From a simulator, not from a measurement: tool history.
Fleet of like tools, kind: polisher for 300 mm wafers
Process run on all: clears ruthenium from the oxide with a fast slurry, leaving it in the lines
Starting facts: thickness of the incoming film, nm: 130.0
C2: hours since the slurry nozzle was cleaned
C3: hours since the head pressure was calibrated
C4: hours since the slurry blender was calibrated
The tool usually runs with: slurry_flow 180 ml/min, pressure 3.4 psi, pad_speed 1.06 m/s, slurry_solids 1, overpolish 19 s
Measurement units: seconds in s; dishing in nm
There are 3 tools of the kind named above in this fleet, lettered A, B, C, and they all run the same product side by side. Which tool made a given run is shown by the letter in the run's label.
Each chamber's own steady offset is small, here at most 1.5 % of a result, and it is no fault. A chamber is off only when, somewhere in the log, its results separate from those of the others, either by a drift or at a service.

run 1C day=0.425 | slurry_flow=180 pressure=3.4 pad_speed=1.06 slurry_solids=1 overpolish=19 | wafers_polished_on_this_pad=452 C2=555.6 C3=281.4 C4=101.4 | seconds=29.259 dishing=67.349
-- day=0.596 chamber A: worn pad replaced by a new one
run 2B day=0.671 | slurry_flow=180 pressure=3.4 pad_speed=1.06 slurry_solids=1 overpolish=19 | wafers_polished_on_this_pad=610 C2=43.7 C3=382.3 C4=214.4 | seconds=29.25 dishing=66.089
run 3A day=0.954 | slurry_flow=180 pressure=3.4 pad_speed=1.06 slurry_solids=1 overpolish=19 | wafers_polished_on_this_pad=83 C2=583.4 C3=118 C4=174.1 | seconds=29.205 dishing=64.5
-- day=1.15 chamber B: worn pad replaced by a new one
run 4A day=1.188 | slurry_flow=180 pressure=3.4 pad_speed=1.06 slurry_solids=1 overpolish=19 | wafers_polished_on_this_pad=137 C2=589 C3=123.6 C4=179.7 | seconds=29.214 dishing=66.455
run 5C day=1.621 | slurry_flow=180 pressure=3.4 pad_speed=1.06 slurry_solids=1 overpolish=19 | wafers_polished_on_this_pad=729 C2=584.3 C3=310.1 C4=130.1 | seconds=29.177 dishing=65.215
run 6B day=1.892 | slurry_flow=180 pressure=3.4 pad_speed=1.06 slurry_solids=1 overpolish=19 | wafers_polished_on_this_pad=172 C2=73 C3=411.6 C4=243.7 | seconds=28.987 dishing=66.266
run 7C day=2.221 | slurry_flow=180 pressure=3.4 pad_speed=1.06 slurry_solids=1 overpolish=19 | wafers_polished_on_this_pad=869 C2=598.7 C3=324.5 C4=144.5 | seconds=28.969 dishing=64.246
run 8B day=2.554 | slurry_flow=180 pressure=3.4 pad_speed=1.06 slurry_solids=1 overpolish=19 | wafers_polished_on_this_pad=325 C2=88.9 C3=427.5 C4=259.6 | seconds=29.222 dishing=65.491
run 9A day=2.867 | slurry_flow=180 pressure=3.4 pad_speed=1.06 slurry_solids=1 overpolish=19 | wafers_polished_on_this_pad=526 C2=629.3 C3=163.9 C4=220 | seconds=29.699 dishing=63.508
-- day=3.112 chamber C: worn pad replaced by a new one
-- day=3.179 chamber A: worn pad replaced by a new one
run 10A day=3.246 | slurry_flow=180 pressure=3.4 pad_speed=1.06 slurry_solids=1 overpolish=19 | wafers_polished_on_this_pad=16 C2=638.4 C3=173 C4=229.1 | seconds=29.564 dishing=66.032
-- day=3.367 chamber A: slurry nozzle cleaned
-- day=3.504 chamber B: slurry blender recalibrated
run 11C day=3.617 | slurry_flow=180 pressure=3.4 pad_speed=1.06 slurry_solids=1 overpolish=19 | wafers_polished_on_this_pad=116 C2=632.2 C3=358 C4=178 | seconds=28.886 dishing=65.661
-- day=3.683 chamber B: worn pad replaced by a new one
run 12B day=3.875 | slurry_flow=180 pressure=3.4 pad_speed=1.06 slurry_solids=1 overpolish=19 | wafers_polished_on_this_pad=45 C2=120.6 C3=459.2 C4=9 | seconds=29.007 dishing=64.708
run 13B day=4.138 | slurry_flow=180 pressure=3.4 pad_speed=1.06 slurry_solids=1 overpolish=19 | wafers_polished_on_this_pad=106 C2=126.9 C3=465.5 C4=15.3 | seconds=28.434 dishing=65.191
run 14A day=4.571 | slurry_flow=180 pressure=3.4 pad_speed=1.38 slurry_solids=1 overpolish=25 | wafers_polished_on_this_pad=323 C2=28.9 C3=204.8 C4=260.9 | seconds=22.364 dishing=104.86
run 15C day=5.008 | slurry_flow=180 pressure=3.4 pad_speed=1.38 slurry_solids=1 overpolish=25 | wafers_polished_on_this_pad=439 C2=665.6 C3=391.4 C4=211.4 | seconds=22.212 dishing=99.298
run 16C day=5.242 | slurry_flow=180 pressure=3.4 pad_speed=1.38 slurry_solids=1 overpolish=25 | wafers_polished_on_this_pad=493 C2=671.2 C3=397 C4=217 | seconds=22.414 dishing=102.04
-- day=5.283 chamber A: slurry blender recalibrated
-- day=5.379 chamber C: slurry nozzle cleaned
run 17B day=5.617 | slurry_flow=180 pressure=3.4 pad_speed=1.06 slurry_solids=1 overpolish=19 | wafers_polished_on_this_pad=448 C2=162.4 C3=501 C4=50.8 | seconds=29.183 dishing=66.201
-- day=5.812 chamber A: worn pad replaced by a new one
run 18A day=5.871 | slurry_flow=180 pressure=3.4 pad_speed=1.06 slurry_solids=1 overpolish=19 | wafers_polished_on_this_pad=13 C2=60.1 C3=236 C4=14.1 | seconds=29.479 dishing=65.705
run 19A day=6.071 | slurry_flow=180 pressure=3.4 pad_speed=1.06 slurry_solids=1 overpolish=26 | wafers_polished_on_this_pad=60 C2=64.9 C3=240.8 C4=18.9 | seconds=29.406 dishing=83.097
-- day=6.321 chamber B: worn pad replaced by a new one
run 20B day=6.321 | slurry_flow=180 pressure=3.4 pad_speed=1.06 slurry_solids=1 overpolish=26 | wafers_polished_on_this_pad=0 C2=179.3 C3=517.9 C4=67.7 | seconds=28.617 dishing=83.3
run 21C day=6.55 | slurry_flow=180 pressure=3.4 pad_speed=1.06 slurry_solids=1 overpolish=26 | wafers_polished_on_this_pad=796 C2=28.1 C3=428.4 C4=248.4 | seconds=29.084 dishing=86.903
run 22A day=6.796 | slurry_flow=180 pressure=3.9 pad_speed=1.06 slurry_solids=1 overpolish=19 | wafers_polished_on_this_pad=228 C2=82.3 C3=258.2 C4=36.3 | seconds=26.107 dishing=73.13
run 23B day=7.05 | slurry_flow=180 pressure=3.9 pad_speed=1.06 slurry_solids=1 overpolish=19 | wafers_polished_on_this_pad=169 C2=196.8 C3=535.4 C4=85.2 | seconds=25.04 dishing=75.335
run 24C day=7.483 | slurry_flow=180 pressure=3.9 pad_speed=1.06 slurry_solids=1 overpolish=19 | wafers_polished_on_this_pad=1012 C2=50.5 C3=450.8 C4=270.8 | seconds=25.04 dishing=75.448
run 25B day=7.717 | slurry_flow=180 pressure=3.4 pad_speed=1.06 slurry_solids=1 overpolish=19 | wafers_polished_on_this_pad=323 C2=212.8 C3=551.4 C4=101.2 | seconds=28.626 dishing=65.489
-- day=7.942 chamber C: worn pad replaced by a new one
run 26C day=7.946 | slurry_flow=180 pressure=3.4 pad_speed=1.06 slurry_solids=1 overpolish=19 | wafers_polished_on_this_pad=1 C2=61.6 C3=461.9 C4=281.9 | seconds=28.64 dishing=65.168
run 27A day=8.15 | slurry_flow=180 pressure=3.4 pad_speed=1.06 slurry_solids=1 overpolish=19 | wafers_polished_on_this_pad=542 C2=114.8 C3=290.7 C4=68.8 | seconds=29.284 dishing=64.22
run 28C day=8.467 | slurry_flow=180 pressure=3.4 pad_speed=1.06 slurry_solids=1 overpolish=19 | wafers_polished_on_this_pad=121 C2=74.1 C3=474.4 C4=294.4 | seconds=29.272 dishing=65.765
-- day=8.679 chamber A: worn pad replaced by a new one
run 29B day=8.842 | slurry_flow=180 pressure=3.4 pad_speed=1.06 slurry_solids=1 overpolish=19 | wafers_polished_on_this_pad=584 C2=239.8 C3=578.4 C4=128.2 | seconds=28.742 dishing=63.833
run 30A day=9.038 | slurry_flow=180 pressure=3.4 pad_speed=1.06 slurry_solids=1 overpolish=19 | wafers_polished_on_this_pad=83 C2=136.1 C3=312 C4=90.1 | seconds=29.726 dishing=65.607
-- day=9.067 chamber B: worn pad replaced by a new one
run 31B day=9.475 | slurry_flow=180 pressure=3.4 pad_speed=1.06 slurry_solids=1.15 overpolish=19 | wafers_polished_on_this_pad=94 C2=255 C3=593.6 C4=143.4 | seconds=27.489 dishing=68.402
-- day=9.721 chamber C: slurry blender recalibrated
run 32A day=9.842 | slurry_flow=180 pressure=3.4 pad_speed=1.06 slurry_solids=1.15 overpolish=19 | wafers_polished_on_this_pad=270 C2=155.4 C3=331.3 C4=109.4 | seconds=27.247 dishing=65.924
run 33C day=10.104 | slurry_flow=180 pressure=3.4 pad_speed=1.06 slurry_solids=1.15 overpolish=19 | wafers_polished_on_this_pad=501 C2=113.4 C3=513.7 C4=9.2 | seconds=27.243 dishing=69.912
run 34A day=10.342 | slurry_flow=180 pressure=3.4 pad_speed=1.06 slurry_solids=1 overpolish=19 | wafers_polished_on_this_pad=385 C2=167.4 C3=343.3 C4=121.4 | seconds=29.057 dishing=66.061
run 35C day=10.546 | slurry_flow=180 pressure=3.4 pad_speed=1.06 slurry_solids=1 overpolish=19 | wafers_polished_on_this_pad=603 C2=124 C3=524.3 C4=19.8 | seconds=29.154 dishing=67.106
run 36B day=10.992 | slurry_flow=180 pressure=3.4 pad_speed=1.06 slurry_solids=1 overpolish=19 | wafers_polished_on_this_pad=446 C2=291.4 C3=630 C4=179.8 | seconds=28.645 dishing=68.91
run 37B day=11.379 | slurry_flow=180 pressure=3.4 pad_speed=1.06 slurry_solids=1 overpolish=19 | wafers_polished_on_this_pad=535 C2=300.7 C3=639.3 C4=189.1 | seconds=28.799 dishing=66.549
-- day=11.496 chamber A: worn pad replaced by a new one
run 38A day=11.779 | slurry_flow=180 pressure=3.4 pad_speed=1.06 slurry_solids=1.15 overpolish=19 | wafers_polished_on_this_pad=66 C2=201.9 C3=377.8 C4=155.9 | seconds=27.419 dishing=68.979
-- day=11.812 chamber B: worn pad replaced by a new one
run 39C day=12.008 | slurry_flow=180 pressure=3.4 pad_speed=1.06 slurry_solids=1.15 overpolish=19 | wafers_polished_on_this_pad=942 C2=159.1 C3=559.4 C4=54.9 | seconds=27.484 dishing=69.123
run 40C day=12.258 | slurry_flow=180 pressure=3.4 pad_speed=1.06 slurry_solids=1.15 overpolish=19 | wafers_polished_on_this_pad=1000 C2=165.1 C3=565.4 C4=60.9 | seconds=27.52 dishing=68.813
run 41B day=12.7 | slurry_flow=180 pressure=3.4 pad_speed=1.06 slurry_solids=1 overpolish=19 | wafers_polished_on_this_pad=205 C2=332.4 C3=671 C4=220.8 | seconds=28.538 dishing=66.087
run 42A day=12.938 | slurry_flow=180 pressure=3.4 pad_speed=1.06 slurry_solids=1 overpolish=19 | wafers_polished_on_this_pad=334 C2=229.7 C3=405.6 C4=183.7 | seconds=28.981 dishing=65.921
run 43A day=13.292 | slurry_flow=180 pressure=3.4 pad_speed=1.06 slurry_solids=1 overpolish=19 | wafers_polished_on_this_pad=416 C2=238.2 C3=414.1 C4=192.2 | seconds=29.82 dishing=65.559
run 44C day=13.562 | slurry_flow=180 pressure=3.4 pad_speed=1.06 slurry_solids=1 overpolish=19 | wafers_polished_on_this_pad=1302 C2=196.4 C3=596.7 C4=92.2 | seconds=28.914 dishing=64.724

Which is it: a chamber that has drifted or been left off by a service, a gauge drift common to all chambers, or only each chamber's usual small offset? If a chamber is off, name it and its likeliest cause.

No chamber is off and the gauge is stable; the differences are just each chamber's small, constant offset.

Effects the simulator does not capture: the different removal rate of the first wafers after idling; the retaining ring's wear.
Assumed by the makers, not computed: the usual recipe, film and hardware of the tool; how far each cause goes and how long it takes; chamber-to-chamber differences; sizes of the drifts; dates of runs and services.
